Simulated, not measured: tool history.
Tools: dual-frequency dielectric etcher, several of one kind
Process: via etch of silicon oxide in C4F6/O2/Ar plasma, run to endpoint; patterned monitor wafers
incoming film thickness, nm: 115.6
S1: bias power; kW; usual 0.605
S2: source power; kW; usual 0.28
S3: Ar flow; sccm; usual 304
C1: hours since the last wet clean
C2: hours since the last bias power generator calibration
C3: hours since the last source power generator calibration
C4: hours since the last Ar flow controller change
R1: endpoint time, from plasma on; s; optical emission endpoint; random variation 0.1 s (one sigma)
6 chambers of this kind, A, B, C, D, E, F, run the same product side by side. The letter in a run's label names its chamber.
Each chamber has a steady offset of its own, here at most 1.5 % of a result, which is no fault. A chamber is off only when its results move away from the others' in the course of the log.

{"run": "1E", "day": 0.204, "S1": 0.605, "S2": 0.28, "S3": 304, "C1": 116.9, "C2": 2994.4, "C3": 1702.1, "C4": 1319.2, "R1": 27.045}
{"run": "2C", "day": 0.317, "S1": 0.605, "S2": 0.28, "S3": 304, "C1": 452.2, "C2": 204.5, "C3": 1165.7, "C4": 1288.7, "R1": 26.734}
{"run": "3D", "day": 0.446, "S1": 0.605, "S2": 0.28, "S3": 304, "C1": 162, "C2": 1167.9, "C3": 249.3, "C4": 58.3, "R1": 26.851}
{"run": "4F", "day": 0.571, "S1": 0.605, "S2": 0.28, "S3": 304, "C1": 347, "C2": 1602.5, "C3": 19.2, "C4": 692.3, "R1": 27.127}
{"run": "5B", "day": 0.746, "S1": 0.605, "S2": 0.28, "S3": 304, "C1": 424.6, "C2": 638.8, "C3": 1232.5, "C4": 1166.1, "R1": 27.125}
{"run": "6A", "day": 0.921, "S1": 0.605, "S2": 0.28, "S3": 304, "C1": 318.9, "C2": 2489.3, "C3": 355.7, "C4": 313.1, "R1": 27.379}
{"run": "7C", "day": 1.075, "S1": 0.605, "S2": 0.28, "S3": 304, "C1": 470.4, "C2": 222.7, "C3": 1183.9, "C4": 1306.9, "R1": 26.708}
{"run": "8A", "day": 1.288, "S1": 0.605, "S2": 0.28, "S3": 304, "C1": 327.7, "C2": 2498.1, "C3": 364.5, "C4": 321.9, "R1": 27.174}
{"run": "9B", "day": 1.45, "S1": 0.605, "S2": 0.28, "S3": 304, "C1": 441.5, "C2": 655.7, "C3": 1249.4, "C4": 1183, "R1": 27.107}
{"day": 1.454, "done": "chamber C: wet clean of the chamber"}
{"run": "10D", "day": 1.612, "S1": 0.605, "S2": 0.28, "S3": 304, "C1": 190, "C2": 1195.9, "C3": 277.3, "C4": 86.3, "R1": 26.8}
{"run": "11E", "day": 1.779, "S1": 0.605, "S2": 0.28, "S3": 304, "C1": 154.7, "C2": 3032.2, "C3": 1739.9, "C4": 1357, "R1": 26.969}
{"run": "12F", "day": 1.946, "S1": 0.725, "S2": 0.24, "S3": 304, "C1": 380, "C2": 1635.5, "C3": 52.2, "C4": 725.3, "R1": 26.74}
{"run": "13F", "day": 2.1, "S1": 0.725, "S2": 0.24, "S3": 304, "C1": 383.7, "C2": 1639.2, "C3": 55.9, "C4": 729, "R1": 26.659}
{"run": "14E", "day": 2.204, "S1": 0.725, "S2": 0.24, "S3": 304, "C1": 164.9, "C2": 3042.4, "C3": 1750.1, "C4": 1367.2, "R1": 26.62}
{"run": "15B", "day": 2.317, "S1": 0.725, "S2": 0.24, "S3": 304, "C1": 462.3, "C2": 676.5, "C3": 1270.2, "C4": 1203.8, "R1": 26.698}
{"run": "16C", "day": 2.475, "S1": 0.725, "S2": 0.24, "S3": 304, "C1": 24.5, "C2": 256.3, "C3": 1217.5, "C4": 1340.5, "R1": 26.269}
{"day": 2.638, "done": "chamber A: wet clean of the chamber"}
{"run": "17D", "day": 2.658, "S1": 0.725, "S2": 0.24, "S3": 304, "C1": 215.1, "C2": 1221, "C3": 302.4, "C4": 111.4, "R1": 26.108}
{"day": 2.788, "done": "chamber F: wet clean of the chamber"}
{"run": "18A", "day": 2.867, "S1": 0.605, "S2": 0.28, "S3": 304, "C1": 5.6, "C2": 2536, "C3": 402.4, "C4": 359.8, "R1": 27.07}
{"run": "19E", "day": 3.012, "S1": 0.605, "S2": 0.28, "S3": 273, "C1": 184.3, "C2": 3061.8, "C3": 1769.5, "C4": 1386.6, "R1": 26.569}
{"run": "20B", "day": 3.129, "S1": 0.605, "S2": 0.28, "S3": 273, "C1": 481.8, "C2": 696, "C3": 1289.7, "C4": 1223.3, "R1": 26.703}
{"run": "21D", "day": 3.254, "S1": 0.605, "S2": 0.28, "S3": 273, "C1": 229.4, "C2": 1235.3, "C3": 316.7, "C4": 125.7, "R1": 26.322}
{"run": "22C", "day": 3.421, "S1": 0.605, "S2": 0.28, "S3": 273, "C1": 47.2, "C2": 279, "C3": 1240.2, "C4": 1363.2, "R1": 26.286}
{"run": "23A", "day": 3.567, "S1": 0.605, "S2": 0.28, "S3": 273, "C1": 22.4, "C2": 2552.8, "C3": 419.2, "C4": 376.6, "R1": 26.9}
{"run": "24F", "day": 3.758, "S1": 0.605, "S2": 0.28, "S3": 273, "C1": 23.4, "C2": 1679, "C3": 95.7, "C4": 768.8, "R1": 26.816}
{"run": "25B", "day": 3.967, "S1": 0.605, "S2": 0.28, "S3": 304, "C1": 501.9, "C2": 716.1, "C3": 1309.8, "C4": 1243.4, "R1": 27.169}
{"run": "26E", "day": 4.083, "S1": 0.605, "S2": 0.28, "S3": 304, "C1": 210, "C2": 3087.5, "C3": 1795.2, "C4": 1412.3, "R1": 26.876}
{"run": "27D", "day": 4.254, "S1": 0.605, "S2": 0.28, "S3": 304, "C1": 253.4, "C2": 1259.3, "C3": 340.7, "C4": 149.7, "R1": 26.44}
{"run": "28F", "day": 4.417, "S1": 0.605, "S2": 0.28, "S3": 304, "C1": 39.2, "C2": 1694.8, "C3": 111.5, "C4": 784.6, "R1": 27.051}
{"run": "29C", "day": 4.546, "S1": 0.605, "S2": 0.28, "S3": 304, "C1": 74.2, "C2": 306, "C3": 1267.2, "C4": 1390.2, "R1": 26.615}
{"run": "30A", "day": 4.721, "S1": 0.605, "S2": 0.28, "S3": 304, "C1": 50.1, "C2": 2580.5, "C3": 446.9, "C4": 404.3, "R1": 27.088}
{"run": "31F", "day": 4.846, "S1": 0.705, "S2": 0.22, "S3": 304, "C1": 49.5, "C2": 1705.1, "C3": 121.8, "C4": 794.9, "R1": 27.853}
{"run": "32C", "day": 4.971, "S1": 0.705, "S2": 0.22, "S3": 304, "C1": 84.4, "C2": 316.2, "C3": 1277.4, "C4": 1400.4, "R1": 27.361}
{"run": "33B", "day": 5.108, "S1": 0.705, "S2": 0.22, "S3": 304, "C1": 529.3, "C2": 743.5, "C3": 1337.2, "C4": 1270.8, "R1": 27.77}
{"run": "34D", "day": 5.321, "S1": 0.705, "S2": 0.22, "S3": 304, "C1": 279, "C2": 1284.9, "C3": 366.3, "C4": 175.3, "R1": 26.851}
{"run": "35A", "day": 5.446, "S1": 0.705, "S2": 0.22, "S3": 304, "C1": 67.5, "C2": 2597.9, "C3": 464.3, "C4": 421.7, "R1": 27.883}
{"run": "36E", "day": 5.6, "S1": 0.705, "S2": 0.22, "S3": 304, "C1": 246.4, "C2": 3123.9, "C3": 1831.6, "C4": 1448.7, "R1": 27.6}

What goes on in this fleet: one chamber off, a drifting gauge, or nothing beyond the chambers' own small offsets? Name the chamber and the cause, if any.

Chamber D drifts away from the others.
Cause: etch rate over this chamber's usual, % = 2.53.

Here are 4 candidates for chamber D's next run, each the usual settings with a change, their results left as question marks. Which one brings its results back in line with what the others give on the usual settings?
In line means no further than this from the other chambers' mean on the usual settings: R1 0.36 s
{"run": "37D-1", "day": 5.754, "S1": 0.605, "S2": 0.27, "S3": 304, "R1": "?"}
{"run": "37D-2", "day": 5.754, "S1": 0.63, "S2": 0.29, "S3": 300, "R1": "?"}
{"run": "37D-3", "day": 5.754, "S1": 0.605, "S2": 0.28, "S3": 391, "R1": "?"}
{"run": "37D-4", "day": 5.754, "S1": 0.605, "S2": 0.29, "S3": 304, "R1": "?"}

The other chambers' mean on the usual settings: R1 26.985 s
run=37D-1 R1=26.478
run=37D-2 R1=25.356
run=37D-3 R1=26.871
run=37D-4 R1=25.804
37D-3 brings the chamber back in line.

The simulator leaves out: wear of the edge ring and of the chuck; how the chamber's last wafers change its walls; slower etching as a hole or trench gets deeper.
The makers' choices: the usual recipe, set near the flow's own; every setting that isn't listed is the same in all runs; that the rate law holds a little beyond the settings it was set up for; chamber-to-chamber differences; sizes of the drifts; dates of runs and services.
